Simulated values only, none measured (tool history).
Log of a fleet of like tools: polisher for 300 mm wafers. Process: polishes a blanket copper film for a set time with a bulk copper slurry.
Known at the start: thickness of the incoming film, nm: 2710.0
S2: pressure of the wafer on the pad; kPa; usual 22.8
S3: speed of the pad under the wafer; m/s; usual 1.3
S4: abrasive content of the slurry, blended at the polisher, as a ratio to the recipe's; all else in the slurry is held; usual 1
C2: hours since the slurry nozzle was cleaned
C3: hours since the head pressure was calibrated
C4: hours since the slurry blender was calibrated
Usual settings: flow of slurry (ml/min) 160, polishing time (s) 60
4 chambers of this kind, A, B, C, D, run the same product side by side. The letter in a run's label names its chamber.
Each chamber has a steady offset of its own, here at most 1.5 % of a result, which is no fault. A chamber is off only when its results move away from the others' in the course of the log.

At hour 8: chamber B: worn pad replaced by a new one.
Run 1D, hour 13.8: usual settings; wafers polished on this pad 493; C2 328; C3 1071.8; C4 104.6. Result: film removed (nm) 777.88.
Run 2A, hour 20.9: usual settings; wafers polished on this pad 401; C2 32; C3 456.6; C4 237. Result: film removed (nm) 789.
At hour 22.7: chamber A: slurry blender recalibrated.
Run 3C, hour 30.6: usual settings; wafers polished on this pad 605; C2 162.7; C3 368.4; C4 170.9. Result: film removed (nm) 790.49.
Run 4B, hour 39: usual settings; wafers polished on this pad 376; C2 447.4; C3 322; C4 423. Result: film removed (nm) 809.89.
At hour 44.7: chamber D: head pressure recalibrated.
At hour 50.9: chamber A: worn pad replaced by a new one.
At hour 52.7: chamber D: slurry nozzle cleaned.
Run 5D, hour 52.9: usual settings but S4 0.75; wafers polished on this pad 967; C2 0.3; C3 8.3; C4 143.7. Result: film removed (nm) 757.02.
Run 6B, hour 63: usual settings but S4 0.75; wafers polished on this pad 668; C2 471.4; C3 346; C4 447. Result: film removed (nm) 759.87.
At hour 72.2: chamber B: worn pad replaced by a new one.
Run 7A, hour 73.8: usual settings but S4 0.75; wafers polished on this pad 278; C2 84.9; C3 509.5; C4 51.1. Result: film removed (nm) 752.38.
At hour 78.1: chamber C: slurry nozzle cleaned.
At hour 80.1: chamber D: worn pad replaced by a new one.
Run 8C, hour 85.9: usual settings but S4 0.75; wafers polished on this pad 1277; C2 7.8; C3 423.7; C4 226.2. Result: film removed (nm) 749.1.
At hour 86.7: chamber D: slurry blender recalibrated.
At hour 94: chamber C: worn pad replaced by a new one.
Run 9B, hour 95.2: usual settings; wafers polished on this pad 279; C2 503.6; C3 378.2; C4 479.2. Result: film removed (nm) 799.29.
Run 10D, hour 103.3: usual settings; wafers polished on this pad 282; C2 50.7; C3 58.7; C4 16.7. Result: film removed (nm) 781.2.
At hour 103.8: chamber A: worn pad replaced by a new one.
At hour 105.1: chamber B: slurry blender recalibrated.
At hour 108.8: chamber C: head pressure recalibrated.
Run 11C, hour 112.2: usual settings; wafers polished on this pad 221; C2 34.1; C3 3.4; C4 252.5. Result: film removed (nm) 789.49.
Run 12A, hour 123.7: usual settings; wafers polished on this pad 241; C2 134.8; C3 559.4; C4 101. Result: film removed (nm) 793.53.
At hour 126.5: chamber B: worn pad replaced by a new one.
Run 13D, hour 135.8: usual settings; wafers polished on this pad 676; C2 83.2; C3 91.2; C4 49.2. Result: film removed (nm) 790.45.
Run 14A, hour 142.7: usual settings but S3 1.1 m/s; wafers polished on this pad 472; C2 153.8; C3 578.4; C4 120. Result: film removed (nm) 679.79.
At hour 149.5: chamber C: slurry blender recalibrated.
Run 15B, hour 155.5: usual settings but S3 1.1 m/s; wafers polished on this pad 352; C2 563.9; C3 438.5; C4 50.5. Result: film removed (nm) 679.4.
At hour 160.1: chamber B: slurry nozzle cleaned.
Run 16C, hour 169.4: usual settings but S3 1.1 m/s; wafers polished on this pad 916; C2 91.3; C3 60.6; C4 20. Result: film removed (nm) 665.02.
At hour 173.4: chamber A: worn pad replaced by a new one.
At hour 180.4: chamber B: worn pad replaced by a new one.
Run 17A, hour 182.4: usual settings but S3 1.1 m/s; wafers polished on this pad 110; C2 193.5; C3 618.1; C4 159.7. Result: film removed (nm) 683.87.
At hour 185.1: chamber D: worn pad replaced by a new one.
Run 18B, hour 190.6: usual settings but flow of slurry (ml/min) 125; wafers polished on this pad 124; C2 30.5; C3 473.6; C4 85.6. Result: film removed (nm) 767.85.
Run 19D, hour 197.8: usual settings but flow of slurry (ml/min) 125; wafers polished on this pad 154; C2 145.2; C3 153.2; C4 111.2. Result: film removed (nm) 770.33.
At hour 198.9: chamber A: head pressure recalibrated.
Run 20C, hour 210.3: usual settings but flow of slurry (ml/min) 125; wafers polished on this pad 1412; C2 132.2; C3 101.5; C4 60.9. Result: film removed (nm) 778.96.
Run 21B, hour 219.4: usual settings but flow of slurry (ml/min) 125; wafers polished on this pad 473; C2 59.3; C3 502.4; C4 114.4. Result: film removed (nm) 779.13.
Run 22D, hour 230.7: usual settings; wafers polished on this pad 553; C2 178.1; C3 186.1; C4 144.1. Result: film removed (nm) 788.99.
At hour 231.2: chamber C: worn pad replaced by a new one.
At hour 231.4: chamber A: worn pad replaced by a new one.
At hour 234.3: chamber A: slurry blender recalibrated.
At hour 241.6: chamber D: slurry blender recalibrated.
Run 23C, hour 241.6: usual settings; wafers polished on this pad 126; C2 163.5; C3 132.8; C4 92.2. Result: film removed (nm) 799.58.
At hour 246.1: chamber B: worn pad replaced by a new one.
Run 24A, hour 255.3: usual settings; wafers polished on this pad 290; C2 266.4; C3 56.4; C4 21. Result: film removed (nm) 793.43.
At hour 261: chamber C: slurry nozzle cleaned.
Run 25D, hour 267: usual settings; wafers polished on this pad 994; C2 214.4; C3 222.4; C4 25.5. Result: film removed (nm) 786.2.
Run 26A, hour 277.6: usual settings; wafers polished on this pad 561; C2 288.7; C3 78.7; C4 43.3. Result: film removed (nm) 794.48.
Run 27B, hour 286.8: usual settings; wafers polished on this pad 494; C2 126.7; C3 569.8; C4 181.8. Result: film removed (nm) 804.37.
At hour 293.1: chamber A: slurry nozzle cleaned.
Run 28C, hour 293.5: usual settings; wafers polished on this pad 757; C2 32.5; C3 184.7; C4 144.1. Result: film removed (nm) 795.81.
At hour 301.1: chamber A: worn pad replaced by a new one.
Run 29A, hour 303.8: usual settings; wafers polished on this pad 33; C2 10.8; C3 104.9; C4 69.5. Result: film removed (nm) 799.24.

Next, every chamber runs the same settings. What will each give?
Run 30A, hour 313.8: usual settings. Result: film removed (nm) ?.
Run 30B, hour 313.8: usual settings. Result: film removed (nm) ?.
Run 30C, hour 313.8: usual settings. Result: film removed (nm) ?.
Run 30D, hour 313.8: usual settings. Result: film removed (nm) ?.

run  film removed (nm)
30A             784.16
30B             797.16
30C             790.59
30D             796.92
